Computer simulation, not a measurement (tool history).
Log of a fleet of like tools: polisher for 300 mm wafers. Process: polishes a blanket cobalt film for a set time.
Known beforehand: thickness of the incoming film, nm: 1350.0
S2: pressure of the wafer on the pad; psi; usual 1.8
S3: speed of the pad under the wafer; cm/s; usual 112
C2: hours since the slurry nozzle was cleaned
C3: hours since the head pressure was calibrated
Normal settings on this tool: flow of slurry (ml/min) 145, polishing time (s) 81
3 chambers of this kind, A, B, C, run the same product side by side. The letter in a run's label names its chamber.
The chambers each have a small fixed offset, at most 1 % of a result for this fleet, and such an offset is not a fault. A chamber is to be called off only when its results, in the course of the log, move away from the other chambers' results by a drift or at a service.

{"day": 0.042, "done": "chamber A: worn pad replaced by a new one"}
{"day": 0.088, "done": "chamber B: worn pad replaced by a new one"}
{"day": 0.321, "done": "chamber C: worn pad replaced by a new one"}
{"run": "1A", "day": 0.583, "flow of slurry (ml/min)": 145, "S2": 1.8, "S3": 112, "polishing time (s)": 81, "wafers polished on this pad": 159, "C2": 357.3, "C3": 25.2, "film removed (angstrom)": 3551.1}
{"run": "2C", "day": 0.904, "flow of slurry (ml/min)": 145, "S2": 1.8, "S3": 112, "polishing time (s)": 81, "wafers polished on this pad": 171, "C2": 251.2, "C3": 268.4, "film removed (angstrom)": 3542.1}
{"run": "3B", "day": 1.462, "flow of slurry (ml/min)": 145, "S2": 1.8, "S3": 112, "polishing time (s)": 81, "wafers polished on this pad": 403, "C2": 492.2, "C3": 674.4, "film removed (angstrom)": 3496.6}
{"day": 1.7, "done": "chamber A: slurry nozzle cleaned"}
{"day": 1.738, "done": "chamber B: head pressure recalibrated"}
{"run": "4C", "day": 1.904, "flow of slurry (ml/min)": 145, "S2": 1.8, "S3": 112, "polishing time (s)": 81, "wafers polished on this pad": 463, "C2": 275.2, "C3": 292.4, "film removed (angstrom)": 3595.6}
{"run": "5B", "day": 2.3, "flow of slurry (ml/min)": 145, "S2": 1.8, "S3": 112, "polishing time (s)": 81, "wafers polished on this pad": 648, "C2": 512.3, "C3": 13.6, "film removed (angstrom)": 3589.5}
{"run": "6A", "day": 2.858, "flow of slurry (ml/min)": 145, "S2": 1.8, "S3": 112, "polishing time (s)": 81, "wafers polished on this pad": 824, "C2": 27.8, "C3": 79.8, "film removed (angstrom)": 3502.8}
{"run": "7B", "day": 3.362, "flow of slurry (ml/min)": 145, "S2": 1.8, "S3": 112, "polishing time (s)": 81, "wafers polished on this pad": 958, "C2": 537.8, "C3": 39.1, "film removed (angstrom)": 3579.9}
{"day": 3.604, "done": "chamber C: worn pad replaced by a new one"}
{"run": "8C", "day": 3.754, "flow of slurry (ml/min)": 145, "S2": 1.8, "S3": 112, "polishing time (s)": 81, "wafers polished on this pad": 44, "C2": 319.6, "C3": 336.8, "film removed (angstrom)": 3587.2}
{"day": 4.179, "done": "chamber A: worn pad replaced by a new one"}
{"run": "9A", "day": 4.246, "flow of slurry (ml/min)": 145, "S2": 1.8, "S3": 112, "polishing time (s)": 81, "wafers polished on this pad": 20, "C2": 61.1, "C3": 113.1, "film removed (angstrom)": 3521.8}
{"day": 4.583, "done": "chamber B: slurry nozzle cleaned"}
{"run": "10A", "day": 4.8, "flow of slurry (ml/min)": 145, "S2": 1.8, "S3": 112, "polishing time (s)": 81, "wafers polished on this pad": 182, "C2": 74.4, "C3": 126.4, "film removed (angstrom)": 3548.1}
{"run": "11C", "day": 5.25, "flow of slurry (ml/min)": 145, "S2": 1.8, "S3": 112, "polishing time (s)": 81, "wafers polished on this pad": 482, "C2": 355.5, "C3": 372.7, "film removed (angstrom)": 3627.0}
{"day": 5.775, "done": "chamber B: worn pad replaced by a new one"}
{"run": "12B", "day": 5.783, "flow of slurry (ml/min)": 145, "S2": 1.8, "S3": 112, "polishing time (s)": 81, "wafers polished on this pad": 2, "C2": 28.8, "C3": 97.2, "film removed (angstrom)": 3540.6}
{"run": "13B", "day": 6.258, "flow of slurry (ml/min)": 145, "S2": 1.8, "S3": 112, "polishing time (s)": 81, "wafers polished on this pad": 141, "C2": 40.2, "C3": 108.6, "film removed (angstrom)": 3524.6}
{"day": 6.438, "done": "chamber C: worn pad replaced by a new one"}
{"run": "14A", "day": 6.575, "flow of slurry (ml/min)": 145, "S2": 1.8, "S3": 112, "polishing time (s)": 81, "wafers polished on this pad": 701, "C2": 117.0, "C3": 169.0, "film removed (angstrom)": 3509.7}
{"run": "15C", "day": 6.858, "flow of slurry (ml/min)": 145, "S2": 1.8, "S3": 112, "polishing time (s)": 81, "wafers polished on this pad": 123, "C2": 394.1, "C3": 411.3, "film removed (angstrom)": 3519.8}
{"run": "16B", "day": 7.354, "flow of slurry (ml/min)": 145, "S2": 1.8, "S3": 112, "polishing time (s)": 81, "wafers polished on this pad": 462, "C2": 66.5, "C3": 134.9, "film removed (angstrom)": 3553.0}
{"run": "17C", "day": 7.679, "flow of slurry (ml/min)": 145, "S2": 1.8, "S3": 112, "polishing time (s)": 81, "wafers polished on this pad": 363, "C2": 413.8, "C3": 431.0, "film removed (angstrom)": 3563.1}
{"day": 8.2, "done": "chamber A: worn pad replaced by a new one"}
{"run": "18A", "day": 8.246, "flow of slurry (ml/min)": 145, "S2": 1.8, "S3": 112, "polishing time (s)": 81, "wafers polished on this pad": 14, "C2": 157.1, "C3": 209.1, "film removed (angstrom)": 3595.9}
{"run": "19C", "day": 8.854, "flow of slurry (ml/min)": 145, "S2": 1.8, "S3": 112, "polishing time (s)": 81, "wafers polished on this pad": 707, "C2": 442.0, "C3": 459.2, "film removed (angstrom)": 3523.3}
{"day": 8.988, "done": "chamber C: worn pad replaced by a new one"}
{"run": "20B", "day": 9.146, "flow of slurry (ml/min)": 145, "S2": 1.8, "S3": 112, "polishing time (s)": 81, "wafers polished on this pad": 986, "C2": 109.5, "C3": 177.9, "film removed (angstrom)": 3566.5}
{"run": "21A", "day": 9.462, "flow of slurry (ml/min)": 145, "S2": 1.8, "S3": 112, "polishing time (s)": 81, "wafers polished on this pad": 370, "C2": 186.3, "C3": 238.3, "film removed (angstrom)": 3576.6}
{"run": "22A", "day": 9.742, "flow of slurry (ml/min)": 145, "S2": 1.8, "S3": 112, "polishing time (s)": 81, "wafers polished on this pad": 451, "C2": 193.0, "C3": 245.0, "film removed (angstrom)": 3543.6}
{"run": "23C", "day": 10.346, "flow of slurry (ml/min)": 145, "S2": 1.8, "S3": 112, "polishing time (s)": 81, "wafers polished on this pad": 398, "C2": 477.8, "C3": 495.0, "film removed (angstrom)": 3415.9}
{"run": "24B", "day": 10.654, "flow of slurry (ml/min)": 145, "S2": 1.8, "S3": 112, "polishing time (s)": 81, "wafers polished on this pad": 1427, "C2": 145.7, "C3": 214.1, "film removed (angstrom)": 3584.3}
{"run": "25C", "day": 11.171, "flow of slurry (ml/min)": 145, "S2": 1.8, "S3": 112, "polishing time (s)": 81, "wafers polished on this pad": 639, "C2": 497.6, "C3": 514.8, "film removed (angstrom)": 3368.2}
{"day": 11.371, "done": "chamber B: worn pad replaced by a new one"}
{"day": 11.588, "done": "chamber C: worn pad replaced by a new one"}
{"run": "26B", "day": 11.662, "flow of slurry (ml/min)": 145, "S2": 1.8, "S3": 98, "polishing time (s)": 103, "wafers polished on this pad": 86, "C2": 169.9, "C3": 238.3, "film removed (angstrom)": 3919.8}
{"run": "27A", "day": 11.971, "flow of slurry (ml/min)": 145, "S2": 1.8, "S3": 98, "polishing time (s)": 103, "wafers polished on this pad": 1103, "C2": 246.5, "C3": 298.5, "film removed (angstrom)": 3887.3}
{"day": 12.108, "done": "chamber A: worn pad replaced by a new one"}
{"run": "28C", "day": 12.383, "flow of slurry (ml/min)": 145, "S2": 1.8, "S3": 98, "polishing time (s)": 103, "wafers polished on this pad": 232, "C2": 526.7, "C3": 543.9, "film removed (angstrom)": 3657.9}
{"run": "29A", "day": 12.842, "flow of slurry (ml/min)": 145, "S2": 1.8, "S3": 112, "polishing time (s)": 81, "wafers polished on this pad": 215, "C2": 267.4, "C3": 319.4, "film removed (angstrom)": 3523.2}
{"run": "30B", "day": 13.167, "flow of slurry (ml/min)": 145, "S2": 1.8, "S3": 112, "polishing time (s)": 81, "wafers polished on this pad": 526, "C2": 206.0, "C3": 274.4, "film removed (angstrom)": 3545.7}
{"run": "31C", "day": 13.671, "flow of slurry (ml/min)": 145, "S2": 1.8, "S3": 112, "polishing time (s)": 81, "wafers polished on this pad": 609, "C2": 557.6, "C3": 574.8, "film removed (angstrom)": 3222.5}

What goes on in this fleet: one chamber off, a drifting gauge, or nothing beyond the chambers' own small offsets? Name the chamber and the cause, if any.

One chamber, C, drifts off from the rest bit by bit.
What lies behind it: slurry flow missing at the pad, % = 38.7.
The log might look much the same if the cause were instead: head's pressure below its setpoint, %.

Chamber C could run next with any of the 4 candidate recipes listed below; each alters the usual settings, and their results appear as question marks. Which one brings its results back in line with what the other chambers deliver on the usual settings?
A result is in line if it is within this distance of the other chambers' mean on the usual settings: film removed (angstrom) 90.0
{"run": "32C-1", "day": 14.117, "flow of slurry (ml/min)": 145, "S2": 1.7, "S3": 108, "polishing time (s)": 81, "film removed (angstrom)": "?"}
{"run": "32C-2", "day": 14.117, "flow of slurry (ml/min)": 145, "S2": 2.0, "S3": 112, "polishing time (s)": 81, "film removed (angstrom)": "?"}
{"run": "32C-3", "day": 14.117, "flow of slurry (ml/min)": 145, "S2": 1.8, "S3": 112, "polishing time (s)": 77, "film removed (angstrom)": "?"}
{"run": "32C-4", "day": 14.117, "flow of slurry (ml/min)": 145, "S2": 1.9, "S3": 112, "polishing time (s)": 81, "film removed (angstrom)": "?"}

On the usual settings, the other chambers give on average: film removed (angstrom) 3537.7
run=32C-1 film_removed_(angstrom)=2917.7
run=32C-2 film_removed_(angstrom)=3551.6
run=32C-3 film_removed_(angstrom)=3043.2
run=32C-4 film_removed_(angstrom)=3376.5
32C-2 is the one that brings the chamber's results back in line with the other chambers.
